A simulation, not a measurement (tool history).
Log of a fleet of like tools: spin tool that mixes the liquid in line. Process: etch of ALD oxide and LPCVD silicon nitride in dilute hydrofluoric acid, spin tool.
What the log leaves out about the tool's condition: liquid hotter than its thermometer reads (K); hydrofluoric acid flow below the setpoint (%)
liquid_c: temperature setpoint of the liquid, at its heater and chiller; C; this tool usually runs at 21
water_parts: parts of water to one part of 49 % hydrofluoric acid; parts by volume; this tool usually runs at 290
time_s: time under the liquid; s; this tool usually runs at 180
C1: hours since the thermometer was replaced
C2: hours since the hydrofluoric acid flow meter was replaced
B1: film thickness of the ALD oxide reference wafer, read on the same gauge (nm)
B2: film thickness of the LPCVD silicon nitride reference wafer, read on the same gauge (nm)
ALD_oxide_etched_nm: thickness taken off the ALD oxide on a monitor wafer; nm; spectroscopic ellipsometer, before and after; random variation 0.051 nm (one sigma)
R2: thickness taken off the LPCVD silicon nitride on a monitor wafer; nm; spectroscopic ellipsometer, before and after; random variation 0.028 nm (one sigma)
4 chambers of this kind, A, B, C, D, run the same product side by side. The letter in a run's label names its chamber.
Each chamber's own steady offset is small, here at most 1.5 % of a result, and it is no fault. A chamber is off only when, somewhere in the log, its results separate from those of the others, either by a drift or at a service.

{"run": "1A", "hour": 5.0, "liquid_c": 21, "water_parts": 290, "time_s": 180, "C1": 601.0, "C2": 369.1, "B1": 60.002, "B2": 39.974, "ALD_oxide_etched_nm": 9.1754, "R2": 0.31451}
{"run": "2B", "hour": 9.8, "liquid_c": 21, "water_parts": 290, "time_s": 180, "C1": 521.1, "C2": 49.2, "B1": 59.997, "B2": 39.993, "ALD_oxide_etched_nm": 9.2364, "R2": 0.26407}
{"run": "3C", "hour": 15.7, "liquid_c": 21, "water_parts": 290, "time_s": 180, "C1": 1861.9, "C2": 654.3, "B1": 59.968, "B2": 40.017, "ALD_oxide_etched_nm": 9.2465, "R2": 0.24643}
{"run": "4D", "hour": 19.0, "liquid_c": 21, "water_parts": 290, "time_s": 180, "C1": 274.8, "C2": 482.6, "B1": 59.983, "B2": 39.983, "ALD_oxide_etched_nm": 9.1961, "R2": 0.33548}
{"run": "5A", "hour": 24.3, "liquid_c": 21, "water_parts": 290, "time_s": 180, "C1": 620.3, "C2": 388.4, "B1": 60.028, "B2": 40.035, "ALD_oxide_etched_nm": 9.2106, "R2": 0.27976}
{"run": "6B", "hour": 28.8, "liquid_c": 21, "water_parts": 290, "time_s": 180, "C1": 540.1, "C2": 68.2, "B1": 59.986, "B2": 40.017, "ALD_oxide_etched_nm": 9.1855, "R2": 0.22154}
{"run": "7D", "hour": 32.0, "liquid_c": 21, "water_parts": 290, "time_s": 180, "C1": 287.8, "C2": 495.6, "B1": 59.984, "B2": 40.028, "ALD_oxide_etched_nm": 9.1028, "R2": 0.32177}
{"run": "8C", "hour": 38.0, "liquid_c": 21, "water_parts": 290, "time_s": 180, "C1": 1884.2, "C2": 676.6, "B1": 59.991, "B2": 40.028, "ALD_oxide_etched_nm": 9.1954, "R2": 0.26059}
{"run": "9B", "hour": 43.8, "liquid_c": 21, "water_parts": 290, "time_s": 180, "C1": 555.1, "C2": 83.2, "B1": 59.975, "B2": 39.977, "ALD_oxide_etched_nm": 9.1924, "R2": 0.22488}
{"run": "10C", "hour": 50.0, "liquid_c": 23, "water_parts": 290, "time_s": 180, "C1": 1896.2, "C2": 688.6, "B1": 60.019, "B2": 40.048, "ALD_oxide_etched_nm": 9.8983, "R2": 0.35229}
{"run": "11D", "hour": 54.6, "liquid_c": 23, "water_parts": 290, "time_s": 180, "C1": 310.4, "C2": 518.2, "B1": 60.023, "B2": 39.992, "ALD_oxide_etched_nm": 9.7941, "R2": 0.2378}
{"run": "12A", "hour": 57.8, "liquid_c": 23, "water_parts": 290, "time_s": 180, "C1": 653.8, "C2": 421.9, "B1": 59.974, "B2": 39.988, "ALD_oxide_etched_nm": 9.8399, "R2": 0.29329}
{"run": "13A", "hour": 61.2, "liquid_c": 23, "water_parts": 290, "time_s": 180, "C1": 657.2, "C2": 425.3, "B1": 60.023, "B2": 40.001, "ALD_oxide_etched_nm": 9.9419, "R2": 0.30973}
{"run": "14D", "hour": 65.8, "liquid_c": 21, "water_parts": 290, "time_s": 180, "C1": 321.6, "C2": 529.4, "B1": 60.018, "B2": 40.019, "ALD_oxide_etched_nm": 9.1111, "R2": 0.27899}
{"run": "15B", "hour": 68.8, "liquid_c": 21, "water_parts": 290, "time_s": 180, "C1": 580.1, "C2": 108.2, "B1": 59.944, "B2": 40.012, "ALD_oxide_etched_nm": 9.2547, "R2": 0.28806}
{"run": "16C", "hour": 74.1, "liquid_c": 21, "water_parts": 290, "time_s": 180, "C1": 1920.3, "C2": 712.7, "B1": 59.981, "B2": 40.023, "ALD_oxide_etched_nm": 9.2984, "R2": 0.24183}
{"run": "17C", "hour": 80.1, "liquid_c": 21, "water_parts": 290, "time_s": 180, "C1": 1926.3, "C2": 718.7, "B1": 60.004, "B2": 40.041, "ALD_oxide_etched_nm": 9.3339, "R2": 0.27504}
{"run": "18D", "hour": 85.5, "liquid_c": 21, "water_parts": 290, "time_s": 180, "C1": 341.3, "C2": 549.1, "B1": 59.986, "B2": 39.977, "ALD_oxide_etched_nm": 9.0497, "R2": 0.30596}
{"run": "19A", "hour": 90.6, "liquid_c": 21, "water_parts": 290, "time_s": 180, "C1": 686.6, "C2": 454.7, "B1": 60.001, "B2": 39.985, "ALD_oxide_etched_nm": 9.2198, "R2": 0.24073}
{"run": "20B", "hour": 96.4, "liquid_c": 21, "water_parts": 290, "time_s": 180, "C1": 607.7, "C2": 135.8, "B1": 59.973, "B2": 39.991, "ALD_oxide_etched_nm": 9.2242, "R2": 0.23989}
{"run": "21B", "hour": 100.4, "liquid_c": 21, "water_parts": 290, "time_s": 180, "C1": 611.7, "C2": 139.8, "B1": 60.008, "B2": 39.975, "ALD_oxide_etched_nm": 9.2183, "R2": 0.2368}
{"run": "22D", "hour": 106.1, "liquid_c": 21, "water_parts": 290, "time_s": 180, "C1": 361.9, "C2": 569.7, "B1": 59.977, "B2": 40.027, "ALD_oxide_etched_nm": 9.0761, "R2": 0.26425}
{"run": "23C", "hour": 111.3, "liquid_c": 21, "water_parts": 290, "time_s": 180, "C1": 1957.5, "C2": 749.9, "B1": 60.017, "B2": 39.99, "ALD_oxide_etched_nm": 9.1877, "R2": 0.27949}
{"run": "24A", "hour": 115.0, "liquid_c": 21, "water_parts": 290, "time_s": 180, "C1": 711.0, "C2": 479.1, "B1": 59.981, "B2": 40.027, "ALD_oxide_etched_nm": 9.2036, "R2": 0.25048}
{"run": "25A", "hour": 119.8, "liquid_c": 21, "water_parts": 335, "time_s": 100, "C1": 715.8, "C2": 483.9, "B1": 59.985, "B2": 39.999, "ALD_oxide_etched_nm": 4.2915, "R2": 0.12987}
{"run": "26B", "hour": 124.5, "liquid_c": 21, "water_parts": 335, "time_s": 100, "C1": 635.8, "C2": 163.9, "B1": 59.997, "B2": 40.001, "ALD_oxide_etched_nm": 4.2974, "R2": 0.10694}
{"run": "27C", "hour": 128.4, "liquid_c": 21, "water_parts": 335, "time_s": 100, "C1": 1974.6, "C2": 767.0, "B1": 60.016, "B2": 40.011, "ALD_oxide_etched_nm": 4.3015, "R2": 0.13638}
{"run": "28D", "hour": 131.3, "liquid_c": 21, "water_parts": 335, "time_s": 100, "C1": 387.1, "C2": 594.9, "B1": 60.004, "B2": 39.98, "ALD_oxide_etched_nm": 4.1229, "R2": 0.14496}
{"hour": 133.7, "done": "chamber A: thermometer replaced"}
{"run": "29C", "hour": 135.1, "liquid_c": 21, "water_parts": 290, "time_s": 180, "C1": 1981.3, "C2": 773.7, "B1": 60.04, "B2": 39.991, "ALD_oxide_etched_nm": 9.2403, "R2": 0.24448}
{"run": "30D", "hour": 141.4, "liquid_c": 21, "water_parts": 290, "time_s": 180, "C1": 397.2, "C2": 605.0, "B1": 60.004, "B2": 39.974, "ALD_oxide_etched_nm": 9.0107, "R2": 0.21593}
{"run": "31B", "hour": 145.7, "liquid_c": 21, "water_parts": 290, "time_s": 180, "C1": 657.0, "C2": 185.1, "B1": 60.016, "B2": 40.01, "ALD_oxide_etched_nm": 9.2479, "R2": 0.26567}
{"run": "32A", "hour": 149.0, "liquid_c": 21, "water_parts": 290, "time_s": 180, "C1": 15.3, "C2": 513.1, "B1": 60.041, "B2": 39.994, "ALD_oxide_etched_nm": 9.2242, "R2": 0.31219}
{"run": "33A", "hour": 155.3, "liquid_c": 21, "water_parts": 290, "time_s": 180, "C1": 21.6, "C2": 519.4, "B1": 60.003, "B2": 40.004, "ALD_oxide_etched_nm": 9.1776, "R2": 0.27016}
{"run": "34D", "hour": 159.4, "liquid_c": 21, "water_parts": 290, "time_s": 180, "C1": 415.2, "C2": 623.0, "B1": 59.977, "B2": 39.972, "ALD_oxide_etched_nm": 8.8416, "R2": 0.28507}
{"hour": 164.5, "done": "chamber C: thermometer replaced"}
{"run": "35B", "hour": 165.3, "liquid_c": 21, "water_parts": 290, "time_s": 180, "C1": 676.6, "C2": 204.7, "B1": 60.048, "B2": 39.996, "ALD_oxide_etched_nm": 9.2709, "R2": 0.28349}
{"run": "36C", "hour": 170.6, "liquid_c": 21, "water_parts": 290, "time_s": 180, "C1": 6.1, "C2": 809.2, "B1": 59.978, "B2": 40.019, "ALD_oxide_etched_nm": 9.2736, "R2": 0.28202}
{"run": "37D", "hour": 175.6, "liquid_c": 21, "water_parts": 290, "time_s": 180, "C1": 431.4, "C2": 639.2, "B1": 59.992, "B2": 40.024, "ALD_oxide_etched_nm": 8.8178, "R2": 0.28091}
{"run": "38C", "hour": 179.4, "liquid_c": 21, "water_parts": 290, "time_s": 115, "C1": 14.9, "C2": 818.0, "B1": 60.03, "B2": 39.995, "ALD_oxide_etched_nm": 5.9508, "R2": 0.19524}

Each of the 4 chambers runs these same settings next. Fill in every chamber's results:
{"run": "39A", "hour": 184.1, "liquid_c": 21, "water_parts": 290, "time_s": 110, "ALD_oxide_etched_nm": "?", "R2": "?"}
{"run": "39B", "hour": 184.1, "liquid_c": 21, "water_parts": 290, "time_s": 110, "ALD_oxide_etched_nm": "?", "R2": "?"}
{"run": "39C", "hour": 184.1, "liquid_c": 21, "water_parts": 290, "time_s": 110, "ALD_oxide_etched_nm": "?", "R2": "?"}
{"run": "39D", "hour": 184.1, "liquid_c": 21, "water_parts": 290, "time_s": 110, "ALD_oxide_etched_nm": "?", "R2": "?"}

run=39A ALD_oxide_etched_nm=5.6189 R2=0.16555
run=39B ALD_oxide_etched_nm=5.6734 R2=0.16493
run=39C ALD_oxide_etched_nm=5.6312 R2=0.16594
run=39D ALD_oxide_etched_nm=5.3714 R2=0.17238
